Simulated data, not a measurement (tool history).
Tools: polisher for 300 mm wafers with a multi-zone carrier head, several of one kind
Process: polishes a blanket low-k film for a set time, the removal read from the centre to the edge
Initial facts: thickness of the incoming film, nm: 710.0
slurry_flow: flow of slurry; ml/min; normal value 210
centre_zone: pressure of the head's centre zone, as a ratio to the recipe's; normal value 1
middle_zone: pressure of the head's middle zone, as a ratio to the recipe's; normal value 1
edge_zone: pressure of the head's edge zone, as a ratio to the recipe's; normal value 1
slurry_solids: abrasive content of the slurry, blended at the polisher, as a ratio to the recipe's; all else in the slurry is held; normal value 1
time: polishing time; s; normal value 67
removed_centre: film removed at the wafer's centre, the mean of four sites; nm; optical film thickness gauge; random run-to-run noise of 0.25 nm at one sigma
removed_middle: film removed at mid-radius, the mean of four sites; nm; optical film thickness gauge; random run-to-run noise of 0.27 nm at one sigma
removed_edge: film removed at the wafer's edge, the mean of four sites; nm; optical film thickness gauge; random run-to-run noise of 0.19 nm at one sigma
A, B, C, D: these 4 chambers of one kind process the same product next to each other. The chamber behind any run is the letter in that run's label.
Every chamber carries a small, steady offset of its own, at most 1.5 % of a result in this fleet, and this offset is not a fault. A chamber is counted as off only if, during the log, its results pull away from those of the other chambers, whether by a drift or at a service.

| run | hour | slurry_flow | centre_zone | middle_zone | edge_zone | slurry_solids | time | wafers polished on this pad | hours since the slurry nozzle was cleaned | hours since the centre zone pressure was calibrated | hours since the edge zone pressure was calibrated | removed_centre | removed_middle | removed_edge |
|---|---|---|---|---|---|---|---|---|---|---|---|---|---|---|
| 1C | 5.3 | 210 | 1 | 1 | 1 | 1 | 67 | 241 | 29.9 | 27.7 | 432.9 | 19.346 | 19.164 | 19.07 |
|  | 5.4 | chamber C: edge zone pressure recalibrated |
| 2A | 13.4 | 210 | 1 | 1 | 1 | 1 | 67 | 644 | 264.8 | 266.8 | 182 | 19.393 | 18.735 | 19.702 |
|  | 13.8 | chamber B: worn pad replaced by a new one |
| 3B | 19.9 | 210 | 1 | 1 | 1 | 1 | 67 | 64 | 47.6 | 229.6 | 71.7 | 19.502 | 19.674 | 19.529 |
| 4D | 28.7 | 210 | 1 | 1 | 1 | 1 | 67 | 572 | 464 | 898.3 | 112 | 19.456 | 19.325 | 19.334 |
| 5D | 36.8 | 210 | 1 | 1 | 1 | 1 | 67 | 658 | 472.1 | 906.4 | 120.1 | 19.338 | 19.299 | 19.539 |
| 6C | 42.8 | 210 | 1 | 1 | 1 | 1 | 81 | 638 | 67.4 | 65.2 | 37.5 | 23.134 | 23.34 | 23.431 |
|  | 45.4 | chamber D: slurry nozzle cleaned |
|  | 46.1 | chamber A: slurry nozzle cleaned |
| 7A | 51 | 210 | 1 | 1 | 1 | 1 | 81 | 1042 | 5 | 304.4 | 219.6 | 23.684 | 22.993 | 23.236 |
|  | 58.1 | chamber A: worn pad replaced by a new one |
| 8B | 59.1 | 210 | 1 | 1 | 1 | 1 | 81 | 479 | 86.8 | 268.8 | 110.9 | 23.834 | 23.427 | 23.191 |
| 9B | 67.6 | 210 | 1 | 1 | 1 | 1 | 81 | 569 | 95.3 | 277.3 | 119.4 | 23.13 | 23.737 | 23.049 |
|  | 72.1 | chamber D: worn pad replaced by a new one |
| 10A | 75.4 | 210 | 1 | 1 | 1 | 1 | 67 | 183 | 29.4 | 328.8 | 244 | 19.316 | 19.174 | 19.017 |
|  | 75.9 | chamber B: worn pad replaced by a new one |
| 11D | 79.3 | 210 | 1 | 1 | 1 | 0.85 | 67 | 76 | 33.9 | 948.9 | 162.6 | 17.66 | 18.338 | 18.054 |
|  | 79.9 | chamber C: worn pad replaced by a new one |
| 12C | 87.4 | 210 | 1 | 1 | 1 | 0.85 | 67 | 79 | 112 | 109.8 | 82.1 | 18.187 | 18.331 | 17.468 |
| 13C | 91.4 | 210 | 1 | 1 | 1 | 0.85 | 67 | 122 | 116 | 113.8 | 86.1 | 17.743 | 18.112 | 17.739 |
| 14B | 97.4 | 210 | 1 | 1 | 1 | 0.85 | 67 | 228 | 125.1 | 307.1 | 149.2 | 18.051 | 18.056 | 18.428 |
| 15A | 105.4 | 210 | 1 | 0.92 | 1 | 1.25 | 67 | 500 | 59.4 | 358.8 | 274 | 21.348 | 19.58 | 21.673 |
| 16D | 111.2 | 210 | 1 | 0.92 | 1 | 1.25 | 67 | 414 | 65.8 | 980.8 | 194.5 | 21.248 | 20.02 | 21.153 |
| 17B | 115.8 | 210 | 1 | 0.92 | 1 | 1.25 | 67 | 423 | 143.5 | 325.5 | 167.6 | 21.587 | 19.576 | 21.322 |
| 18A | 122.9 | 210 | 1 | 0.92 | 1 | 1.25 | 67 | 686 | 76.9 | 376.3 | 291.5 | 21.131 | 19.495 | 21.238 |
| 19C | 130.2 | 210 | 1 | 1 | 1 | 1 | 67 | 532 | 154.8 | 152.6 | 124.9 | 19.608 | 18.772 | 19.491 |
|  | 131.9 | chamber B: worn pad replaced by a new one |
| 20D | 136.4 | 210 | 1 | 1 | 1 | 1 | 67 | 681 | 91 | 1006 | 219.7 | 19.002 | 19.125 | 19.107 |
| 21A | 142.7 | 210 | 1 | 1 | 1.06 | 0.85 | 67 | 895 | 96.7 | 396.1 | 311.3 | 18.21 | 18.035 | 18.61 |
| 22D | 151.5 | 210 | 1 | 1 | 1.06 | 0.85 | 67 | 840 | 106.1 | 1021.1 | 234.8 | 17.374 | 17.969 | 18.273 |
|  | 157 | chamber A: worn pad replaced by a new one |
| 23B | 159.2 | 210 | 1 | 1 | 1.06 | 0.85 | 67 | 289 | 186.9 | 368.9 | 211 | 18.407 | 18.182 | 18.708 |
|  | 164.7 | chamber D: worn pad replaced by a new one |
|  | 167.4 | chamber C: worn pad replaced by a new one |
| 24C | 168.1 | 210 | 1 | 1 | 1.06 | 0.85 | 67 | 7 | 192.7 | 190.5 | 162.8 | 17.562 | 17.787 | 18.353 |
| 25D | 176.4 | 210 | 1 | 1 | 1 | 1 | 67 | 124 | 131 | 1046 | 259.7 | 19.369 | 19.256 | 19.477 |
| 26B | 183.9 | 210 | 1 | 1 | 1 | 1 | 67 | 550 | 211.6 | 393.6 | 235.7 | 19.135 | 19.506 | 19.519 |
| 27C | 189.3 | 210 | 1.09 | 1 | 1 | 1 | 67 | 231 | 213.9 | 211.7 | 184 | 21.004 | 19.294 | 19.089 |
|  | 196.4 | chamber D: centre zone pressure recalibrated |
| 28A | 198.3 | 210 | 1.09 | 1 | 1 | 1 | 67 | 437 | 152.3 | 451.7 | 366.9 | 21.023 | 19.398 | 19.275 |
|  | 200.3 | chamber B: worn pad replaced by a new one |
| 29A | 203.7 | 210 | 1.09 | 1 | 1 | 1 | 67 | 494 | 157.7 | 457.1 | 372.3 | 21.735 | 18.698 | 19.464 |
| 30B | 211.9 | 210 | 1.09 | 1 | 1 | 1 | 67 | 122 | 239.6 | 421.6 | 263.7 | 21.47 | 19.203 | 19.659 |
| 31D | 219.2 | 210 | 1 | 1 | 1 | 1 | 67 | 577 | 173.8 | 22.8 | 302.5 | 20.708 | 18.903 | 19.282 |
| 32C | 227.9 | 210 | 1 | 1 | 1 | 1 | 67 | 640 | 252.5 | 250.3 | 222.6 | 19.353 | 19.25 | 18.966 |
| 33B | 235.3 | 235 | 1.05 | 1 | 1 | 1 | 67 | 370 | 263 | 445 | 287.1 | 21.2 | 19.368 | 19.846 |
| 34C | 242.2 | 235 | 1.05 | 1 | 1 | 1 | 67 | 791 | 266.8 | 264.6 | 236.9 | 20.494 | 19.814 | 19.273 |
| 35D | 250 | 235 | 1.05 | 1 | 1 | 1 | 67 | 903 | 204.6 | 53.6 | 333.3 | 21.549 | 19.44 | 19.557 |
| 36A | 255.6 | 235 | 1.05 | 1 | 1 | 1 | 67 | 1043 | 209.6 | 509 | 424.2 | 21.217 | 19.323 | 19.461 |
|  | 262 | chamber D: worn pad replaced by a new one |
|  | 262.3 | chamber B: worn pad replaced by a new one |
| 37A | 263.2 | 210 | 1 | 1 | 1 | 1 | 67 | 1124 | 217.2 | 516.6 | 431.8 | 18.71 | 19.233 | 19.107 |
|  | 270.6 | chamber C: worn pad replaced by a new one |
| 38B | 270.8 | 210 | 1 | 1 | 1.04 | 1 | 67 | 90 | 298.5 | 480.5 | 322.6 | 19.68 | 19.482 | 19.825 |
| 39D | 275.4 | 210 | 1 | 1 | 1.04 | 1 | 67 | 141 | 230 | 79 | 358.7 | 20.468 | 19.303 | 19.588 |
| 40C | 283.8 | 210 | 1 | 1 | 1.04 | 1 | 67 | 140 | 308.4 | 306.2 | 278.5 | 19.039 | 19.244 | 19.492 |
| 41C | 291.9 | 210 | 1 | 1 | 1.04 | 1 | 67 | 226 | 316.5 | 314.3 | 286.6 | 18.793 | 19.384 | 19.656 |
| 42B | 296.9 | 210 | 1 | 1 | 1 | 1 | 67 | 366 | 324.6 | 506.6 | 348.7 | 19.402 | 19.068 | 19.172 |
| 43D | 305.9 | 210 | 1 | 1 | 1 | 1 | 67 | 464 | 260.5 | 109.5 | 389.2 | 20.002 | 19.539 | 19.397 |

Decide between three cases: one chamber stands off from its peers, the gauge reading all wafers drifts, or nothing is wrong past each chamber's small offset. Where a chamber is off, say which and what most likely put it there.

Chamber D came out of a service off from its peers and stayed that way.
What lies behind it: centre zone's pressure above its setpoint, % = 7.59.

Which of the 4 candidates below, each the usual settings with something changed and its results left as question marks, puts chamber D back in line with what the other chambers give on the usual settings?
To be in line, a result may differ from the other chambers' mean on the usual settings by at most: removed_centre 0.87 nm; removed_middle 0.93 nm; removed_edge 0.65 nm
| 44D-1 | 312.4 | 200 | 0.88 | 1.04 | 1.04 | 1 | 67 |  |  |  |  | ? | ? | ? |
| 44D-2 | 312.4 | 205 | 0.95 | 1.02 | 1.02 | 1 | 67 |  |  |  |  | ? | ? | ? |
| 44D-3 | 312.4 | 220 | 1.12 | 0.96 | 0.96 | 1 | 67 |  |  |  |  | ? | ? | ? |
| 44D-4 | 312.4 | 215 | 1.05 | 0.98 | 0.98 | 1 | 67 |  |  |  |  | ? | ? | ? |

On the usual settings, the other chambers give on average: removed_centre 19.365 nm; removed_middle 19.297 nm; removed_edge 19.344 nm
| run | removed_centre | removed_middle | removed_edge |
|---|---|---|---|
| 44D-1 | 17.654 | 19.798 | 19.574 |
| 44D-2 | 19.254 | 19.509 | 19.432 |
| 44D-3 | 23.215 | 18.615 | 18.985 |
| 44D-4 | 21.595 | 18.919 | 19.137 |
The right change is 44D-2: it brings the chamber back within the allowed miss of the others.
